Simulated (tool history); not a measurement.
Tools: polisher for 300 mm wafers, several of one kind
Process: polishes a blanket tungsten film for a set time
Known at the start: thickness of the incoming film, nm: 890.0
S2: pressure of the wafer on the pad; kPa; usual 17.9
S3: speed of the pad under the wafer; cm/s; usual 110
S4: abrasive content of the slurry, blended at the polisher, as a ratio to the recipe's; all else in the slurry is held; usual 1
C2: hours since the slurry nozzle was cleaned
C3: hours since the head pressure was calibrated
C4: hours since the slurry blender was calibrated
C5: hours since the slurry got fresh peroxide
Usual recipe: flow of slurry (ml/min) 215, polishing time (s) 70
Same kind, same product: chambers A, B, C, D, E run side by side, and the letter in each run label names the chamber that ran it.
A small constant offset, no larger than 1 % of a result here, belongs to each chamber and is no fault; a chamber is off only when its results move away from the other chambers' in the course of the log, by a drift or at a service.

-- hour=3.1 chamber D: worn pad replaced by a new one
run 1C hour=5.7 | flow_of_slurry_(ml/min)=215 S2=17.9 S3=110 S4=1 polishing_time_(s)=70 | wafers_polished_on_this_pad=818 C2=325.0 C3=628.9 C4=398.4 C5=115.8 | film_removed_(Å)=2219.4
run 2B hour=11.4 | flow_of_slurry_(ml/min)=215 S2=17.9 S3=110 S4=1 polishing_time_(s)=70 | wafers_polished_on_this_pad=531 C2=324.6 C3=234.9 C4=27.9 C5=41.7 | film_removed_(Å)=2226.7
-- hour=18.0 chamber D: slurry tank refilled with fresh slurry and peroxide
run 3D hour=18.8 | flow_of_slurry_(ml/min)=215 S2=17.9 S3=110 S4=1 polishing_time_(s)=70 | wafers_polished_on_this_pad=174 C2=89.8 C3=465.1 C4=42.6 C5=0.8 | film_removed_(Å)=2224.2
-- hour=21.3 chamber B: worn pad replaced by a new one
run 4A hour=23.2 | flow_of_slurry_(ml/min)=215 S2=17.9 S3=110 S4=1 polishing_time_(s)=70 | wafers_polished_on_this_pad=1183 C2=573.2 C3=123.6 C4=29.3 C5=37.9 | film_removed_(Å)=2228.3
-- hour=23.6 chamber E: slurry tank refilled with fresh slurry and peroxide
run 5E hour=30.1 | flow_of_slurry_(ml/min)=215 S2=17.9 S3=110 S4=1 polishing_time_(s)=70 | wafers_polished_on_this_pad=1405 C2=135.2 C3=1049.2 C4=70.5 C5=6.6 | film_removed_(Å)=2193.0
run 6E hour=33.7 | flow_of_slurry_(ml/min)=215 S2=15.2 S3=110 S4=1 polishing_time_(s)=90 | wafers_polished_on_this_pad=1445 C2=138.8 C3=1052.8 C4=74.1 C5=10.2 | film_removed_(Å)=2408.3
-- hour=34.0 chamber A: worn pad replaced by a new one
run 7B hour=38.6 | flow_of_slurry_(ml/min)=215 S2=15.2 S3=110 S4=1 polishing_time_(s)=90 | wafers_polished_on_this_pad=193 C2=351.8 C3=262.1 C4=55.1 C5=68.9 | film_removed_(Å)=2434.6
-- hour=42.5 chamber C: slurry nozzle cleaned
-- hour=43.8 chamber E: worn pad replaced by a new one
run 8C hour=44.7 | flow_of_slurry_(ml/min)=215 S2=15.2 S3=110 S4=1 polishing_time_(s)=90 | wafers_polished_on_this_pad=1251 C2=2.3 C3=667.9 C4=437.4 C5=154.8 | film_removed_(Å)=2386.6
-- hour=49.0 chamber B: slurry tank refilled with fresh slurry and peroxide
run 9D hour=49.7 | flow_of_slurry_(ml/min)=215 S2=15.2 S3=110 S4=1 polishing_time_(s)=90 | wafers_polished_on_this_pad=517 C2=120.7 C3=496.0 C4=73.5 C5=31.7 | film_removed_(Å)=2432.0
-- hour=49.9 chamber C: slurry tank refilled with fresh slurry and peroxide
-- hour=52.1 chamber B: slurry nozzle cleaned
-- hour=53.7 chamber C: head pressure recalibrated
run 10A hour=56.0 | flow_of_slurry_(ml/min)=215 S2=15.2 S3=110 S4=1 polishing_time_(s)=90 | wafers_polished_on_this_pad=244 C2=606.0 C3=156.4 C4=62.1 C5=70.7 | film_removed_(Å)=2395.9
run 11B hour=60.0 | flow_of_slurry_(ml/min)=215 S2=22.8 S3=126 S4=1 polishing_time_(s)=70 | wafers_polished_on_this_pad=430 C2=8.0 C3=283.5 C4=76.5 C5=11.0 | film_removed_(Å)=3258.0
run 12D hour=64.4 | flow_of_slurry_(ml/min)=215 S2=22.8 S3=126 S4=1 polishing_time_(s)=70 | wafers_polished_on_this_pad=680 C2=135.4 C3=510.7 C4=88.2 C5=46.4 | film_removed_(Å)=3239.7
-- hour=67.8 chamber D: slurry tank refilled with fresh slurry and peroxide
run 13A hour=68.0 | flow_of_slurry_(ml/min)=215 S2=22.8 S3=126 S4=1 polishing_time_(s)=70 | wafers_polished_on_this_pad=378 C2=618.0 C3=168.4 C4=74.1 C5=82.7 | film_removed_(Å)=3203.7
run 14E hour=74.6 | flow_of_slurry_(ml/min)=215 S2=22.8 S3=126 S4=1 polishing_time_(s)=70 | wafers_polished_on_this_pad=343 C2=179.7 C3=1093.7 C4=115.0 C5=51.1 | film_removed_(Å)=3220.4
-- hour=80.7 chamber D: head pressure recalibrated
run 15C hour=81.6 | flow_of_slurry_(ml/min)=215 S2=22.8 S3=126 S4=1 polishing_time_(s)=70 | wafers_polished_on_this_pad=1661 C2=39.2 C3=27.9 C4=474.3 C5=31.7 | film_removed_(Å)=3222.8
-- hour=81.7 chamber B: worn pad replaced by a new one
-- hour=81.7 chamber A: slurry tank refilled with fresh slurry and peroxide
run 16B hour=88.9 | flow_of_slurry_(ml/min)=215 S2=17.9 S3=110 S4=1 polishing_time_(s)=70 | wafers_polished_on_this_pad=80 C2=36.9 C3=312.4 C4=105.4 C5=39.9 | film_removed_(Å)=2228.8
run 17C hour=93.0 | flow_of_slurry_(ml/min)=215 S2=17.9 S3=110 S4=1 polishing_time_(s)=70 | wafers_polished_on_this_pad=1787 C2=50.6 C3=39.3 C4=485.7 C5=43.1 | film_removed_(Å)=2186.2
-- hour=95.1 chamber E: slurry nozzle cleaned
-- hour=95.5 chamber E: slurry tank refilled with fresh slurry and peroxide
run 18E hour=96.7 | flow_of_slurry_(ml/min)=215 S2=17.9 S3=110 S4=1 polishing_time_(s)=70 | wafers_polished_on_this_pad=588 C2=1.7 C3=1115.8 C4=137.1 C5=1.3 | film_removed_(Å)=2203.0
-- hour=102.5 chamber D: worn pad replaced by a new one
-- hour=102.6 chamber C: slurry blender recalibrated
run 19A hour=103.7 | flow_of_slurry_(ml/min)=215 S2=17.9 S3=110 S4=1 polishing_time_(s)=70 | wafers_polished_on_this_pad=774 C2=653.7 C3=204.1 C4=109.8 C5=22.0 | film_removed_(Å)=2202.9
run 20D hour=108.7 | flow_of_slurry_(ml/min)=215 S2=17.9 S3=110 S4=1 polishing_time_(s)=70 | wafers_polished_on_this_pad=69 C2=179.7 C3=28.1 C4=132.5 C5=40.9 | film_removed_(Å)=2226.9
run 21D hour=113.7 | flow_of_slurry_(ml/min)=215 S2=17.9 S3=110 S4=1 polishing_time_(s)=70 | wafers_polished_on_this_pad=124 C2=184.7 C3=33.1 C4=137.5 C5=45.9 | film_removed_(Å)=2227.0
-- hour=115.5 chamber D: slurry tank refilled with fresh slurry and peroxide
run 22B hour=118.0 | flow_of_slurry_(ml/min)=215 S2=17.9 S3=110 S4=1 polishing_time_(s)=70 | wafers_polished_on_this_pad=404 C2=66.0 C3=341.5 C4=134.5 C5=69.0 | film_removed_(Å)=2224.0
run 23C hour=122.9 | flow_of_slurry_(ml/min)=280 S2=15.2 S3=110 S4=1 polishing_time_(s)=70 | wafers_polished_on_this_pad=2119 C2=80.5 C3=69.2 C4=20.4 C5=73.0 | film_removed_(Å)=1870.2
run 24A hour=127.0 | flow_of_slurry_(ml/min)=280 S2=15.2 S3=110 S4=1 polishing_time_(s)=70 | wafers_polished_on_this_pad=1033 C2=677.0 C3=227.4 C4=133.1 C5=45.3 | film_removed_(Å)=1905.7
run 25E hour=130.6 | flow_of_slurry_(ml/min)=280 S2=15.2 S3=110 S4=1 polishing_time_(s)=70 | wafers_polished_on_this_pad=965 C2=35.6 C3=1149.7 C4=171.0 C5=35.2 | film_removed_(Å)=1931.3
-- hour=131.6 chamber B: slurry tank refilled with fresh slurry and peroxide
-- hour=132.5 chamber A: slurry blender recalibrated
run 26D hour=136.3 | flow_of_slurry_(ml/min)=280 S2=15.2 S3=110 S4=1 polishing_time_(s)=70 | wafers_polished_on_this_pad=375 C2=207.3 C3=55.7 C4=160.1 C5=20.9 | film_removed_(Å)=1943.6
run 27B hour=140.9 | flow_of_slurry_(ml/min)=280 S2=15.2 S3=110 S4=1 polishing_time_(s)=70 | wafers_polished_on_this_pad=658 C2=88.9 C3=364.4 C4=157.4 C5=9.4 | film_removed_(Å)=1958.4
run 28A hour=146.8 | flow_of_slurry_(ml/min)=215 S2=21.4 S3=110 S4=1 polishing_time_(s)=62 | wafers_polished_on_this_pad=1253 C2=696.8 C3=247.2 C4=14.3 C5=65.1 | film_removed_(Å)=2335.1
-- hour=147.0 chamber A: worn pad replaced by a new one
-- hour=150.1 chamber B: worn pad replaced by a new one
-- hour=150.5 chamber E: head pressure recalibrated
run 29E hour=154.2 | flow_of_slurry_(ml/min)=215 S2=21.4 S3=110 S4=1 polishing_time_(s)=62 | wafers_polished_on_this_pad=1227 C2=59.2 C3=3.7 C4=194.6 C5=58.8 | film_removed_(Å)=2322.2
run 30C hour=159.8 | flow_of_slurry_(ml/min)=215 S2=21.4 S3=110 S4=1 polishing_time_(s)=62 | wafers_polished_on_this_pad=2529 C2=117.4 C3=106.1 C4=57.3 C5=109.9 | film_removed_(Å)=2255.6
-- hour=160.7 chamber E: worn pad replaced by a new one
-- hour=163.8 chamber D: slurry tank refilled with fresh slurry and peroxide
run 31D hour=164.5 | flow_of_slurry_(ml/min)=215 S2=21.4 S3=110 S4=1 polishing_time_(s)=62 | wafers_polished_on_this_pad=688 C2=235.5 C3=83.9 C4=188.3 C5=0.7 | film_removed_(Å)=2329.2
-- hour=165.9 chamber E: slurry tank refilled with fresh slurry and peroxide
-- hour=169.5 chamber A: slurry tank refilled with fresh slurry and peroxide
run 32B hour=170.3 | flow_of_slurry_(ml/min)=215 S2=21.4 S3=110 S4=1 polishing_time_(s)=62 | wafers_polished_on_this_pad=224 C2=118.3 C3=393.8 C4=186.8 C5=38.8 | film_removed_(Å)=2368.7
-- hour=175.2 chamber E: slurry blender recalibrated
run 33C hour=177.2 | flow_of_slurry_(ml/min)=215 S2=17.9 S3=110 S4=1 polishing_time_(s)=70 | wafers_polished_on_this_pad=2722 C2=134.8 C3=123.5 C4=74.7 C5=127.3 | film_removed_(Å)=2123.0
run 34A hour=183.9 | flow_of_slurry_(ml/min)=215 S2=17.9 S3=110 S4=1 polishing_time_(s)=70 | wafers_polished_on_this_pad=410 C2=733.9 C3=284.3 C4=51.4 C5=14.4 | film_removed_(Å)=2203.0
run 35E hour=190.6 | flow_of_slurry_(ml/min)=215 S2=17.9 S3=88 S4=1 polishing_time_(s)=56 | wafers_polished_on_this_pad=332 C2=95.6 C3=40.1 C4=15.5 C5=24.7 | film_removed_(Å)=1411.0
run 36D hour=197.3 | flow_of_slurry_(ml/min)=215 S2=17.9 S3=88 S4=1 polishing_time_(s)=56 | wafers_polished_on_this_pad=1053 C2=268.3 C3=116.7 C4=221.1 C5=33.5 | film_removed_(Å)=1414.2

Has any chamber moved away from the others, gradually or after a service, or does the common gauge drift, or do the chambers differ only by their own small steady offsets? State the chamber and the most likely cause if one applies.

It is chamber C that slowly wanders off from its peers.
Likeliest cause: removal rate lost through wear of the pad, % = 4.69.
The log may not tell that from: slurry flow missing at the pad, %; head's pressure below its setpoint, %; peroxide lost from the slurry, %.

Which of the 4 candidates below, each the usual settings with something changed and its results left as question marks, puts chamber C back in line with what the other chambers give on the usual settings?
Maximum distance from the other chambers' mean on the usual settings for a result to count as in line: film removed (Å) 48.0
run 37C-1 hour=202.6 | flow_of_slurry_(ml/min)=215 S2=17.9 S3=108 S4=1.00 polishing_time_(s)=68 | film_removed_(Å)=?
run 37C-2 hour=202.6 | flow_of_slurry_(ml/min)=215 S2=18.6 S3=112 S4=1.00 polishing_time_(s)=70 | film_removed_(Å)=?
run 37C-3 hour=202.6 | flow_of_slurry_(ml/min)=220 S2=17.9 S3=110 S4=1.05 polishing_time_(s)=70 | film_removed_(Å)=?
run 37C-4 hour=202.6 | flow_of_slurry_(ml/min)=215 S2=17.9 S3=110 S4=1.00 polishing_time_(s)=69 | film_removed_(Å)=?

The mean the other chambers reach with the usual settings: film removed (Å) 2214.6
run=37C-1 film_removed_(Å)=2005.2
run=37C-2 film_removed_(Å)=2224.1
run=37C-3 film_removed_(Å)=2132.6
run=37C-4 film_removed_(Å)=2072.3
It is 37C-2 that realigns the chamber with its peers.
